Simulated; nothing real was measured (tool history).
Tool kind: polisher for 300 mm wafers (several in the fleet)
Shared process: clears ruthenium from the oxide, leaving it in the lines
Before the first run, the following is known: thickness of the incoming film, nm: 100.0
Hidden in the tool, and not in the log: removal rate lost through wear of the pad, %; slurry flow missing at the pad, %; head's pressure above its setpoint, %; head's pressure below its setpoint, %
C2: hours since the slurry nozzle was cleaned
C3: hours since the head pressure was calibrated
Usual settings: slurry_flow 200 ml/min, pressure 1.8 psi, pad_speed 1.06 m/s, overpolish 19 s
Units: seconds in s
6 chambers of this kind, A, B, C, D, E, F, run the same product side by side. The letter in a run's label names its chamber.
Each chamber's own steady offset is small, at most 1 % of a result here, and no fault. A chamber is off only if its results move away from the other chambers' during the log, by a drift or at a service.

Run 1D, hour 9.3: usual settings; wafers polished on this pad 581; C2 240.8; C3 417.7. Result: seconds 78.647 s.
Run 2C, hour 16.1: usual settings; wafers polished on this pad 435; C2 205.8; C3 646.1. Result: seconds 77.921 s.
Run 3A, hour 21: usual settings; wafers polished on this pad 1388; C2 148.4; C3 584. Result: seconds 77.932 s.
Run 4E, hour 29.4: usual settings; wafers polished on this pad 879; C2 203.3; C3 47.6. Result: seconds 83.295 s.
At hour 34.7: chamber A: worn pad replaced by a new one.
Run 5B, hour 35.4: usual settings; wafers polished on this pad 552; C2 90.7; C3 1444.9. Result: seconds 79.394 s.
Run 6F, hour 44.2: usual settings; wafers polished on this pad 783; C2 577; C3 1076.9. Result: seconds 80.41 s.
At hour 46.7: chamber E: worn pad replaced by a new one.
At hour 49.9: chamber B: head pressure recalibrated.
At hour 51.1: chamber D: head pressure recalibrated.
Run 7E, hour 52.6: usual settings; wafers polished on this pad 47; C2 226.5; C3 70.8. Result: seconds 81.568 s.
At hour 54: chamber D: worn pad replaced by a new one.
Run 8C, hour 61.6: usual settings; wafers polished on this pad 793; C2 251.3; C3 691.6. Result: seconds 79.741 s.
Run 9D, hour 69.1: usual settings; wafers polished on this pad 118; C2 300.6; C3 18. Result: seconds 79.965 s.
Run 10B, hour 76.4: usual settings; wafers polished on this pad 874; C2 131.7; C3 26.6. Result: seconds 81.727 s.
Run 11A, hour 84: usual settings; wafers polished on this pad 388; C2 211.4; C3 647. Result: seconds 79.794 s.
Run 12F, hour 91.5: usual settings; wafers polished on this pad 1155; C2 624.3; C3 1124.2. Result: seconds 81.257 s.
At hour 91.8: chamber C: worn pad replaced by a new one.
Run 13F, hour 96.7: usual settings; wafers polished on this pad 1196; C2 629.5; C3 1129.4. Result: seconds 82.49 s.
Run 14D, hour 102.1: usual settings; wafers polished on this pad 378; C2 333.6; C3 51. Result: seconds 81.663 s.
Run 15C, hour 112.7: usual settings; wafers polished on this pad 164; C2 302.4; C3 742.7. Result: seconds 79.62 s.
Run 16A, hour 119.4: usual settings; wafers polished on this pad 666; C2 246.8; C3 682.4. Result: seconds 79.577 s.
At hour 120: chamber B: worn pad replaced by a new one.
Run 17E, hour 124.9: usual settings; wafers polished on this pad 615; C2 298.8; C3 143.1. Result: seconds 80.469 s.
Run 18B, hour 130.3: usual settings; wafers polished on this pad 81; C2 185.6; C3 80.5. Result: seconds 82.43 s.
Run 19D, hour 138.9: usual settings; wafers polished on this pad 667; C2 370.4; C3 87.8. Result: seconds 81.597 s.
Run 20C, hour 148.4: usual settings; wafers polished on this pad 445; C2 338.1; C3 778.4. Result: seconds 80.174 s.
Run 21A, hour 153.6: usual settings; wafers polished on this pad 935; C2 281; C3 716.6. Result: seconds 78.145 s.
Run 22B, hour 158.2: usual settings; wafers polished on this pad 300; C2 213.5; C3 108.4. Result: seconds 80.833 s.
At hour 162.3: chamber D: worn pad replaced by a new one.
Run 23E, hour 164.8: usual settings; wafers polished on this pad 929; C2 338.7; C3 183. Result: seconds 80.685 s.
At hour 172.3: chamber E: slurry nozzle cleaned.
Run 24F, hour 175.2: usual settings but pad_speed 0.9 m/s; wafers polished on this pad 1813; C2 708; C3 1207.9. Result: seconds 95.347 s.
At hour 182.3: chamber E: worn pad replaced by a new one.
Run 25E, hour 184.6: usual settings but pad_speed 0.9 m/s; wafers polished on this pad 18; C2 12.4; C3 202.8. Result: seconds 95.468 s.
Run 26C, hour 195.1: usual settings but pad_speed 0.9 m/s; wafers polished on this pad 812; C2 384.8; C3 825.1. Result: seconds 93.184 s.
Run 27A, hour 203.1: usual settings but pad_speed 0.9 m/s; wafers polished on this pad 1324; C2 330.5; C3 766.1. Result: seconds 93.038 s.
Run 28F, hour 208.1: usual settings but pad_speed 0.9 m/s; wafers polished on this pad 2072; C2 740.9; C3 1240.8. Result: seconds 99.339 s.
Run 29D, hour 216.4: usual settings but pad_speed 0.9 m/s; wafers polished on this pad 425; C2 447.9; C3 165.3. Result: seconds 95.495 s.
Run 30B, hour 224.4: usual settings but slurry_flow 150 ml/min, pressure 2 psi; wafers polished on this pad 821; C2 279.7; C3 174.6. Result: seconds 73.804 s.
At hour 228.7: chamber C: worn pad replaced by a new one.
Run 31A, hour 229.3: usual settings but slurry_flow 150 ml/min, pressure 2 psi; wafers polished on this pad 1530; C2 356.7; C3 792.3. Result: seconds 74.938 s.
At hour 233.4: chamber B: slurry nozzle cleaned.
Run 32E, hour 235.9: usual settings but slurry_flow 150 ml/min, pressure 2 psi; wafers polished on this pad 421; C2 63.7; C3 254.1. Result: seconds 78.33 s.
At hour 244.2: chamber A: worn pad replaced by a new one.
Run 33F, hour 244.8: usual settings but slurry_flow 150 ml/min, pressure 2 psi; wafers polished on this pad 2361; C2 777.6; C3 1277.5. Result: seconds 79.896 s.
Run 34B, hour 254.4: usual settings but slurry_flow 150 ml/min, pressure 2 psi; wafers polished on this pad 1057; C2 21.1; C3 204.6. Result: seconds 78.257 s.
Run 35C, hour 261.5: usual settings but slurry_flow 150 ml/min, pressure 2 psi; wafers polished on this pad 258; C2 451.2; C3 891.5. Result: seconds 74.159 s.
Run 36D, hour 271.5: usual settings; wafers polished on this pad 859; C2 503; C3 220.4. Result: seconds 82.326 s.
Run 37A, hour 281.8: usual settings but pad_speed 0.84 m/s, overpolish 24 s; wafers polished on this pad 296; C2 409.2; C3 844.8. Result: seconds 99.835 s.
At hour 284.7: chamber B: worn pad replaced by a new one.
Run 38C, hour 286.6: usual settings but pad_speed 0.84 m/s, overpolish 24 s; wafers polished on this pad 455; C2 476.3; C3 916.6. Result: seconds 100.12 s.
Run 39E, hour 291.6: usual settings but pad_speed 0.84 m/s, overpolish 24 s; wafers polished on this pad 859; C2 119.4; C3 309.8. Result: seconds 104.28 s.
At hour 298.2: chamber D: worn pad replaced by a new one.
Run 40B, hour 301.8: usual settings but pad_speed 0.84 m/s, overpolish 24 s; wafers polished on this pad 135; C2 68.5; C3 252. Result: seconds 103.43 s.
Run 41F, hour 308.1: usual settings but pad_speed 0.84 m/s, overpolish 24 s; wafers polished on this pad 2858; C2 840.9; C3 1340.8. Result: seconds 107.32 s.
Run 42D, hour 314.6: usual settings but pad_speed 0.84 m/s, overpolish 24 s; wafers polished on this pad 129; C2 546.1; C3 263.5. Result: seconds 100.97 s.
Run 43F, hour 321.9: usual settings; wafers polished on this pad 2967; C2 854.7; C3 1354.6. Result: seconds 88.803 s.

Which is it: a chamber that has drifted or been left off by a service, a gauge drift common to all chambers, or only each chamber's usual small offset? If a chamber is off, name it and its likeliest cause.

Little by little, chamber F moves away from the other chambers.
Likeliest cause: removal rate lost through wear of the pad, % = 7.52.
The log may not separate it from: slurry flow missing at the pad, %; head's pressure below its setpoint, %.

Which of the 4 candidates below, each the usual settings with something changed and its results left as question marks, puts chamber F back in line with what the other chambers give on the usual settings?
A result is in line if it is within this distance of the other chambers' mean on the usual settings: seconds 4.1 s
Run 44F-1, hour 329.6: usual settings but pressure 1.7 psi, pad_speed 0.96 m/s. Result: seconds ?.
Run 44F-2, hour 329.6: usual settings but pressure 1.9 psi, pad_speed 1.1 m/s. Result: seconds ?.
Run 44F-3, hour 329.6: usual settings but pressure 2.1 psi. Result: seconds ?.
Run 44F-4, hour 329.6: usual settings but pressure 1.7 psi, pad_speed 1.02 m/s. Result: seconds ?.

The mean the other chambers reach with the usual settings: seconds 80.382 s
  run  seconds
44F-1   101.69
44F-2   79.438
44F-3   74.444
44F-4   95.799
With 44F-2, the chamber falls back in line with the rest.
